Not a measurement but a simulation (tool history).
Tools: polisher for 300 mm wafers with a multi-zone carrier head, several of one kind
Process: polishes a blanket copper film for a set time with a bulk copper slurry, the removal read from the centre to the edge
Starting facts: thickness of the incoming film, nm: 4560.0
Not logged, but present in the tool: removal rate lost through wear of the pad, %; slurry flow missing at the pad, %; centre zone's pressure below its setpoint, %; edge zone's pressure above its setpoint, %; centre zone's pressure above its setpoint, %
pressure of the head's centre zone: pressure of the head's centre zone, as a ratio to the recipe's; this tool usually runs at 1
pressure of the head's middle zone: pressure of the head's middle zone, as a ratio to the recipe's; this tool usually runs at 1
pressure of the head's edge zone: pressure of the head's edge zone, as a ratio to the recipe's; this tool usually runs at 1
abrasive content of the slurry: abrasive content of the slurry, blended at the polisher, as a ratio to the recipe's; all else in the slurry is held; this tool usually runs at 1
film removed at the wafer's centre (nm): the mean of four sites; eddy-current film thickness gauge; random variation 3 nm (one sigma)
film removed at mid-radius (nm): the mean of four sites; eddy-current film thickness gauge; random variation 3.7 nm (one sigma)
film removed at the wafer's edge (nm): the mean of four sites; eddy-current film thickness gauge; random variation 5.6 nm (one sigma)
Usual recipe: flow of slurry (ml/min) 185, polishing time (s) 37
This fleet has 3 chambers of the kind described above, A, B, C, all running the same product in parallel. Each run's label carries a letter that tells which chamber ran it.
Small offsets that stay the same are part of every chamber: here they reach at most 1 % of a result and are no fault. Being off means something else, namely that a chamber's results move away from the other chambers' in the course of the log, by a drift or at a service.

| run | hour | flow of slurry (ml/min) | pressure of the head's centre zone | pressure of the head's middle zone | pressure of the head's edge zone | abrasive content of the slurry | polishing time (s) | wafers polished on this pad | hours since the slurry nozzle was cleaned | hours since the centre zone pressure was calibrated | hours since the edge zone pressure was calibrated | film removed at the wafer's centre (nm) | film removed at mid-radius (nm) | film removed at the wafer's edge (nm) |
|---|---|---|---|---|---|---|---|---|---|---|---|---|---|---|
|  | 4.1 | chamber B: worn pad replaced by a new one |
| 1B | 5.8 | 185 | 1 | 1 | 1 | 1 | 37 | 15 | 28.1 | 692.7 | 465.2 | 379.22 | 381.74 | 391.99 |
| 2A | 15.8 | 185 | 1 | 1 | 1 | 1 | 37 | 144 | 112.9 | 1026.1 | 579.9 | 379.5 | 379.95 | 374.13 |
| 3C | 21.3 | 185 | 1 | 1 | 1 | 1 | 37 | 272 | 161.2 | 363.2 | 566.2 | 382.99 | 380.76 | 379.12 |
| 4B | 29.7 | 185 | 1 | 1 | 1 | 1 | 37 | 222 | 52 | 716.6 | 489.1 | 382.63 | 382.22 | 376.06 |
| 5A | 39.3 | 185 | 1 | 1 | 1 | 1 | 37 | 348 | 136.4 | 1049.6 | 603.4 | 383.12 | 373.95 | 384.71 |
| 6C | 49 | 185 | 1 | 1 | 1 | 1 | 37 | 512 | 188.9 | 390.9 | 593.9 | 379.57 | 374.38 | 372.99 |
| 7B | 57.2 | 185 | 1 | 1 | 1 | 1 | 37 | 460 | 79.5 | 744.1 | 516.6 | 377.12 | 378.86 | 382.17 |
| 8C | 67.1 | 185 | 1 | 1 | 1 | 1 | 37 | 669 | 207 | 409 | 612 | 368.52 | 378.54 | 381.42 |
| 9A | 74.2 | 185 | 1 | 1 | 1 | 1 | 37 | 650 | 171.3 | 1084.5 | 638.3 | 385.32 | 381.95 | 386.42 |
| 10A | 82 | 185 | 1 | 1 | 1 | 1 | 37 | 718 | 179.1 | 1092.3 | 646.1 | 375.75 | 382.06 | 380.46 |
| 11C | 86.8 | 185 | 1.07 | 1 | 1 | 0.8 | 37 | 839 | 226.7 | 428.7 | 631.7 | 386.92 | 366.03 | 359.89 |
|  | 89.8 | chamber A: centre zone pressure recalibrated |
| 12B | 95.3 | 185 | 1.07 | 1 | 1 | 0.8 | 37 | 790 | 117.6 | 782.2 | 554.7 | 389.72 | 357.76 | 370.34 |
| 13A | 100.7 | 185 | 1.07 | 1 | 1 | 0.8 | 37 | 880 | 197.8 | 10.9 | 664.8 | 361.11 | 363.46 | 354.1 |
|  | 102.3 | chamber A: worn pad replaced by a new one |
|  | 103.4 | chamber A: edge zone pressure recalibrated |
| 14C | 109.3 | 185 | 1 | 1 | 1 | 1 | 37 | 1034 | 249.2 | 451.2 | 654.2 | 378.04 | 369.97 | 374.84 |
| 15B | 114.9 | 185 | 1 | 1 | 1 | 1 | 37 | 960 | 137.2 | 801.8 | 574.3 | 381.97 | 372.1 | 380.77 |
|  | 119.5 | chamber C: worn pad replaced by a new one |
| 16C | 122 | 185 | 1 | 1 | 1 | 1 | 37 | 21 | 261.9 | 463.9 | 666.9 | 373.24 | 370.06 | 385.43 |
|  | 128 | chamber B: worn pad replaced by a new one |
| 17A | 129.5 | 185 | 1 | 1 | 1 | 1 | 37 | 236 | 226.6 | 39.7 | 26.2 | 352.43 | 377.61 | 374.11 |
| 18B | 134.6 | 185 | 1 | 1 | 1 | 1 | 37 | 57 | 156.9 | 821.5 | 594 | 380.18 | 384.26 | 376.24 |
| 19A | 139.3 | 185 | 1 | 1 | 1 | 1 | 37 | 321 | 236.4 | 49.5 | 36 | 351.22 | 372.19 | 379.89 |
|  | 140.7 | chamber B: edge zone pressure recalibrated |
| 20C | 145.2 | 185 | 1 | 1 | 1 | 1 | 37 | 222 | 285.1 | 487.1 | 690.1 | 371.91 | 376.07 | 385.87 |
| 21B | 154.5 | 185 | 1 | 1 | 1 | 1 | 37 | 230 | 176.8 | 841.4 | 13.8 | 383.63 | 380.74 | 389.76 |
| 22C | 160.3 | 185 | 1 | 1 | 1 | 1 | 37 | 353 | 300.2 | 502.2 | 705.2 | 383.96 | 378.2 | 377.65 |
| 23B | 165.8 | 185 | 1 | 1 | 1 | 1 | 37 | 328 | 188.1 | 852.7 | 25.1 | 380.16 | 380.84 | 376.2 |
| 24A | 170.7 | 185 | 1 | 1 | 1 | 1 | 37 | 593 | 267.8 | 80.9 | 67.4 | 351.45 | 374.1 | 384.64 |
| 25A | 176 | 185 | 1 | 1 | 1 | 1.15 | 37 | 639 | 273.1 | 86.2 | 72.7 | 362.72 | 382.11 | 389.5 |
|  | 179.7 | chamber C: slurry nozzle cleaned |
| 26B | 184.1 | 185 | 1 | 1 | 1 | 1.15 | 37 | 486 | 206.4 | 871 | 43.4 | 388.26 | 390.26 | 389.62 |
| 27C | 189.6 | 185 | 1 | 1 | 1 | 1.15 | 37 | 607 | 10 | 531.5 | 734.5 | 388.36 | 388.85 | 392.21 |
| 28B | 197.4 | 185 | 1 | 1 | 1 | 1 | 37 | 601 | 219.7 | 884.3 | 56.7 | 379.78 | 369.15 | 381.1 |
| 29C | 204 | 185 | 1 | 1 | 1 | 1 | 37 | 732 | 24.4 | 545.9 | 748.9 | 370.78 | 379.17 | 378.81 |
|  | 211.7 | chamber A: worn pad replaced by a new one |
| 30A | 212.8 | 185 | 1 | 1 | 1 | 1 | 37 | 9 | 309.9 | 123 | 109.5 | 348.59 | 378.53 | 371.06 |
| 31A | 217.4 | 185 | 1 | 1 | 1 | 1 | 37 | 49 | 314.5 | 127.6 | 114.1 | 356.41 | 375.86 | 377.52 |
| 32B | 226.2 | 185 | 1 | 1 | 1 | 1 | 37 | 851 | 248.5 | 913.1 | 85.5 | 387.89 | 376.9 | 379.6 |
| 33C | 232.5 | 250 | 1.05 | 1 | 1 | 1 | 37 | 979 | 52.9 | 574.4 | 777.4 | 413.65 | 389.99 | 384.74 |
| 34B | 238 | 250 | 1.05 | 1 | 1 | 1 | 37 | 953 | 260.3 | 924.9 | 97.3 | 417.01 | 398.26 | 390.91 |
| 35C | 243 | 250 | 1.05 | 1 | 1 | 1 | 37 | 1070 | 63.4 | 584.9 | 787.9 | 410.72 | 386.56 | 390.78 |
| 36A | 252.7 | 185 | 1 | 1 | 1 | 1 | 37 | 355 | 349.8 | 162.9 | 149.4 | 351.12 | 378.74 | 389.54 |

One chamber off, gauge drift, or nothing amiss beyond the chambers' own small offsets? If it is a chamber, which one, and what is the likeliest cause?

The work done on chamber A during a service left it standing apart from the others.
Most likely cause: centre zone's pressure below its setpoint, % = 7.03.

Chamber A could run next with any of the 4 candidate recipes listed below; each alters the usual settings, and their results appear as question marks. Which one brings its results back in line with what the other chambers deliver on the usual settings?
Maximum distance from the other chambers' mean on the usual settings for a result to count as in line: film removed at the wafer's centre (nm) 11; film removed at mid-radius (nm) 13; film removed at the wafer's edge (nm) 20
| 37A-1 | 260 | 180 | 0.94 | 1.02 | 1.01 | 1 | 37 |  |  |  |  | ? | ? | ? |
| 37A-2 | 260 | 185 | 1.02 | 1 | 1 | 1 | 37 |  |  |  |  | ? | ? | ? |
| 37A-3 | 260 | 190 | 1.06 | 0.98 | 0.98 | 1 | 37 |  |  |  |  | ? | ? | ? |
| 37A-4 | 260 | 185 | 0.98 | 1 | 1 | 1 | 37 |  |  |  |  | ? | ? | ? |

The other chambers' mean on the usual settings: film removed at the wafer's centre (nm) 377; film removed at mid-radius (nm) 377.69; film removed at the wafer's edge (nm) 379.53
| run | film removed at the wafer's centre (nm) | film removed at mid-radius (nm) | film removed at the wafer's edge (nm) |
|---|---|---|---|
| 37A-1 | 325 | 387.56 | 380.7 |
| 37A-2 | 357.31 | 382.02 | 380.03 |
| 37A-3 | 374.38 | 376.43 | 377.25 |
| 37A-4 | 341.93 | 382.1 | 380.03 |
37A-3 puts the chamber back in line with the other chambers.
